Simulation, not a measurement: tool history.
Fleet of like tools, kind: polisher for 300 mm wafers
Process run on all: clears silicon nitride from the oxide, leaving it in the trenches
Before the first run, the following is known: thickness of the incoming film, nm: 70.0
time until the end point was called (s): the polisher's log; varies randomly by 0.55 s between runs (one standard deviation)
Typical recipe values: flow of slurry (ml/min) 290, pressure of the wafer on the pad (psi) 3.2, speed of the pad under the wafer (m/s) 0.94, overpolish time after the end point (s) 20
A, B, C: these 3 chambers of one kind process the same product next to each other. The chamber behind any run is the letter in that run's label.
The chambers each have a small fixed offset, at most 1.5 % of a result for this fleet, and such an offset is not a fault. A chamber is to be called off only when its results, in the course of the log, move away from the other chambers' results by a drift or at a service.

run	day	flow of slurry (ml/min)	pressure of the wafer on the pad (psi)	speed of the pad under the wafer (m/s)	overpolish time after the end point (s)	time until the end point was called (s)
# day 0.35: chamber B: head pressure recalibrated
1B	0.475	290	3.2	0.94	20	61.426
# day 0.654: chamber A: worn pad replaced by a new one
# day 0.679: chamber B: slurry nozzle cleaned
2A	1.033	290	3.2	0.94	20	63.907
3C	1.442	290	3.2	0.94	20	61.658
4A	1.742	290	3.2	0.94	20	63.687
5B	2.008	290	3.2	0.94	20	61.723
6C	2.604	290	3.2	0.94	20	63.283
# day 2.808: chamber B: worn pad replaced by a new one
7A	2.917	290	3.2	0.94	20	63.123
8C	3.517	290	3.2	0.94	20	62.817
# day 3.525: chamber A: worn pad replaced by a new one
9B	3.979	290	3.2	0.94	20	62.274
10B	4.533	290	3.2	0.94	20	61.723
11C	4.85	290	3.2	0.94	20	62.096
12A	5.171	290	3.2	0.94	20	62.74
13C	5.462	290	3.2	0.94	20	62.942
# day 5.479: chamber B: worn pad replaced by a new one
14A	5.829	290	3.2	0.94	20	62.468
15B	6.229	290	3.2	0.94	20	62.391
# day 6.55: chamber A: worn pad replaced by a new one
16C	6.554	290	3.2	0.94	20	62.817
17B	7.158	290	2.5	0.94	20	79.165
18A	7.462	290	2.5	0.94	20	81.52
19C	7.962	290	2.5	0.94	20	83.131
# day 7.971: chamber A: slurry nozzle cleaned
20A	8.375	290	3.2	0.94	20	63.615
# day 8.479: chamber B: worn pad replaced by a new one
21B	8.946	290	3.2	0.94	20	62.84
22C	9.371	290	4.1	0.94	20	50.76
23B	9.688	290	4.1	0.94	20	48.012
# day 9.708: chamber A: worn pad replaced by a new one
24A	10.204	290	4.1	0.94	20	49.893
# day 10.325: chamber A: head pressure recalibrated
25B	10.521	290	3.2	0.94	20	63.098
26C	10.783	290	3.2	0.94	20	66.554
27A	11.362	290	3.2	0.94	20	62.502
# day 11.538: chamber B: worn pad replaced by a new one
28C	11.808	290	3.2	0.94	20	65.711
29B	12.262	290	3.2	0.94	20	62.873
# day 12.483: chamber A: worn pad replaced by a new one
30A	12.612	290	3.2	0.94	20	63.457
31B	13.171	290	3.2	0.94	20	62.458
32A	13.754	290	3.2	0.94	20	64.281
33C	14.138	325	3.2	0.94	12	68.146
# day 14.383: chamber B: worn pad replaced by a new one
# day 14.483: chamber B: slurry nozzle cleaned
34C	14.483	325	3.2	0.94	12	67.661
35A	15	325	3.2	0.94	12	62.391
36B	15.262	290	3.2	0.94	20	61.376

All 3 chambers run these settings next. Forecast each chamber's results:
37A	15.696	330	3.2	0.94	20	?
37B	15.696	330	3.2	0.94	20	?
37C	15.696	330	3.2	0.94	20	?

run	time until the end point was called (s)
37A	63.073
37B	61.551
37C	68.201
